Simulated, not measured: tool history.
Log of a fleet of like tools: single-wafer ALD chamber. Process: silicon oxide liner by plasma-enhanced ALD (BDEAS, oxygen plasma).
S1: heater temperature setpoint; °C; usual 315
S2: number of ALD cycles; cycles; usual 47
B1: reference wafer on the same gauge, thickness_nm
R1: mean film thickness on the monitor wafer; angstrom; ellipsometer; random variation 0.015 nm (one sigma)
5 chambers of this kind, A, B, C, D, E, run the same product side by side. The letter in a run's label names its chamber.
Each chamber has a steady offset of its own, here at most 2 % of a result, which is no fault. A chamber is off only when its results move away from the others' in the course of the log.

run 1B hour=6.3 | S1=315 S2=47 | B1=4.0382 | R1=42.924
run 2C hour=18.7 | S1=315 S2=47 | B1=4.0390 | R1=42.559
-- hour=25.6 chamber D: thermocouple changed; heater temperature recalibrated
run 3A hour=29.5 | S1=315 S2=47 | B1=4.0429 | R1=42.737
run 4E hour=39.4 | S1=315 S2=47 | B1=4.0360 | R1=43.302
run 5D hour=45.7 | S1=315 S2=47 | B1=4.0414 | R1=43.217
run 6C hour=52.7 | S1=315 S2=47 | B1=4.0415 | R1=42.778
run 7A hour=59.5 | S1=315 S2=47 | B1=4.0399 | R1=42.758
run 8E hour=68.0 | S1=315 S2=56 | B1=4.0424 | R1=52.401
run 9B hour=77.4 | S1=315 S2=56 | B1=4.0373 | R1=50.965
run 10D hour=86.1 | S1=315 S2=56 | B1=4.0377 | R1=51.046
run 11C hour=98.5 | S1=315 S2=56 | B1=4.0422 | R1=50.803
run 12E hour=110.2 | S1=315 S2=56 | B1=4.0365 | R1=52.213
run 13D hour=116.5 | S1=315 S2=47 | B1=4.0388 | R1=43.001
run 14B hour=126.6 | S1=315 S2=47 | B1=4.0422 | R1=43.011
run 15A hour=136.3 | S1=315 S2=47 | B1=4.0413 | R1=42.492
run 16C hour=145.2 | S1=315 S2=47 | B1=4.0409 | R1=42.602
run 17B hour=154.4 | S1=315 S2=47 | B1=4.0412 | R1=42.968
run 18A hour=163.2 | S1=315 S2=47 | B1=4.0385 | R1=42.706
run 19D hour=172.5 | S1=315 S2=47 | B1=4.0412 | R1=42.933
run 20E hour=181.7 | S1=315 S2=47 | B1=4.0426 | R1=43.476
run 21E hour=191.1 | S1=315 S2=47 | B1=4.0388 | R1=43.421
run 22A hour=202.4 | S1=315 S2=47 | B1=4.0400 | R1=42.506
run 23C hour=214.8 | S1=320 S2=47 | B1=4.0376 | R1=42.550
run 24D hour=220.6 | S1=320 S2=47 | B1=4.0376 | R1=42.601
run 25B hour=232.1 | S1=320 S2=47 | B1=4.0404 | R1=42.551
run 26E hour=243.5 | S1=320 S2=47 | B1=4.0392 | R1=43.339
run 27D hour=255.1 | S1=320 S2=47 | B1=4.0408 | R1=42.836
run 28A hour=266.0 | S1=315 S2=47 | B1=4.0376 | R1=42.503
run 29B hour=276.8 | S1=315 S2=47 | B1=4.0399 | R1=42.845
run 30C hour=283.1 | S1=315 S2=47 | B1=4.0436 | R1=42.680
run 31B hour=291.9 | S1=315 S2=47 | B1=4.0416 | R1=43.012
run 32E hour=299.6 | S1=315 S2=47 | B1=4.0418 | R1=43.430
run 33D hour=311.7 | S1=315 S2=47 | B1=4.0384 | R1=42.751
run 34A hour=323.1 | S1=315 S2=47 | B1=4.0372 | R1=42.407
run 35C hour=332.7 | S1=315 S2=47 | B1=4.0404 | R1=42.637
run 36E hour=343.0 | S1=315 S2=47 | B1=4.0399 | R1=43.637
run 37A hour=352.3 | S1=315 S2=47 | B1=4.0427 | R1=42.583
run 38D hour=362.7 | S1=321 S2=56 | B1=4.0355 | R1=50.751

Next, every chamber runs the same settings. What will each give?
run 39A hour=371.9 | S1=315 S2=38 | R1=?
run 39B hour=371.9 | S1=315 S2=38 | R1=?
run 39C hour=371.9 | S1=315 S2=38 | R1=?
run 39D hour=371.9 | S1=315 S2=38 | R1=?
run 39E hour=371.9 | S1=315 S2=38 | R1=?

run=39A R1=34.307
run=39B R1=34.437
run=39C R1=34.679
run=39D R1=34.984
run=39E R1=35.292

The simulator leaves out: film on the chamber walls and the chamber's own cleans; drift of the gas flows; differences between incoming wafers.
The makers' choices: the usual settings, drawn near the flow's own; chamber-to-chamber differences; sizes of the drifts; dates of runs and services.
